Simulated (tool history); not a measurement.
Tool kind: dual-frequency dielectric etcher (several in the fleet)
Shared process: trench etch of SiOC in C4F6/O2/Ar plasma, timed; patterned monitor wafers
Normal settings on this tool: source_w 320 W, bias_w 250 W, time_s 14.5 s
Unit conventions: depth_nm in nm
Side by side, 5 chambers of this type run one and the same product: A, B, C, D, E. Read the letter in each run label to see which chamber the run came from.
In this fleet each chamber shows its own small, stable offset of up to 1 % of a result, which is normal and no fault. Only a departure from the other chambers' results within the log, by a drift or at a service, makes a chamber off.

run   hour  source_w  bias_w  time_s  read-back reference wafer on the same gauge, depth_nm  depth_nm
 1C    4.0       320     250    14.5                                                 29.898    30.734
 2A   10.8       320     250    14.5                                                 29.885    30.640
 3D   17.8       320     250    14.5                                                 29.890    30.656
 4B   24.9       320     250    14.5                                                 29.875    30.715
 5E   33.0       320     250    14.5                                                 29.865    30.632
 6D   36.8       320     250    14.5                                                 29.857    30.532
 7B   44.9       320     250    14.5                                                 29.863    30.686
 8E   53.0       320     250    14.5                                                 29.857    30.707
 9C   58.7       320     250    14.5                                                 29.861    30.649
10A   66.4       320     250    14.5                                                 29.852    30.693
11B   71.9       320     250    14.5                                                 29.848    30.663
      73.2  -- chamber C: wet clean of the chamber
12D   77.1       320     274    16.5                                                 29.855    35.866
13E   83.2       320     274    16.5                                                 29.836    35.904
14C   90.3       320     274    16.5                                                 29.818    35.895
      94.7  -- chamber B: wet clean of the chamber
15A   97.4       320     274    16.5                                                 29.823    35.984
16A  101.6       320     274    16.5                                                 29.816    35.844
     103.5  -- chamber D: wet clean of the chamber
17C  105.8       320     250    14.5                                                 29.796    30.552
18E  110.7       320     250    14.5                                                 29.800    30.666
19D  114.4       320     250    14.5                                                 29.813    30.511
20B  117.9       320     250    14.5                                                 29.798    30.595
21B  121.5       320     250    14.5                                                 29.803    30.599
22E  127.9       320     250    14.5                                                 29.798    30.566
23D  133.9       360     250    18.0                                                 29.788    39.545
24A  140.6       360     250    18.0                                                 29.793    39.724
25C  146.6       360     250    18.0                                                 29.784    39.666
26C  154.5       360     250    18.0                                                 29.769    39.699
27B  161.3       360     250    18.0                                                 29.756    39.679
28E  166.7       320     250    14.5                                                 29.771    30.487
29D  171.1       320     250    14.5                                                 29.763    30.380
30A  174.6       260     250    14.5                                                 29.756    28.207
31E  180.9       260     250    14.5                                                 29.756    28.214
32A  186.9       260     250    14.5                                                 29.740    28.222
33D  191.4       260     250    14.5                                                 29.733    28.123
34B  196.1       260     250    14.5                                                 29.747    28.201
35C  202.3       320     250    14.5                                                 29.742    30.492
36D  209.2       320     250    14.5                                                 29.730    30.364
37A  216.0       320     250    14.5                                                 29.714    30.546
38C  223.6       320     250    18.5                                                 29.720    38.979
39E  228.7       320     250    18.5                                                 29.720    38.863
40B  234.5       320     250    18.5                                                 29.705    38.959
41C  239.9       320     250    18.5                                                 29.711    39.024

Predict what each chamber gives when all 5 of them run the settings below next.
42A  245.7       320     250    14.5                                                                ?
42B  245.7       320     250    14.5                                                                ?
42C  245.7       320     250    14.5                                                                ?
42D  245.7       320     250    14.5                                                                ?
42E  245.7       320     250    14.5                                                                ?

run  depth_nm
42A    30.509
42B    30.514
42C    30.509
42D    30.358
42E    30.443
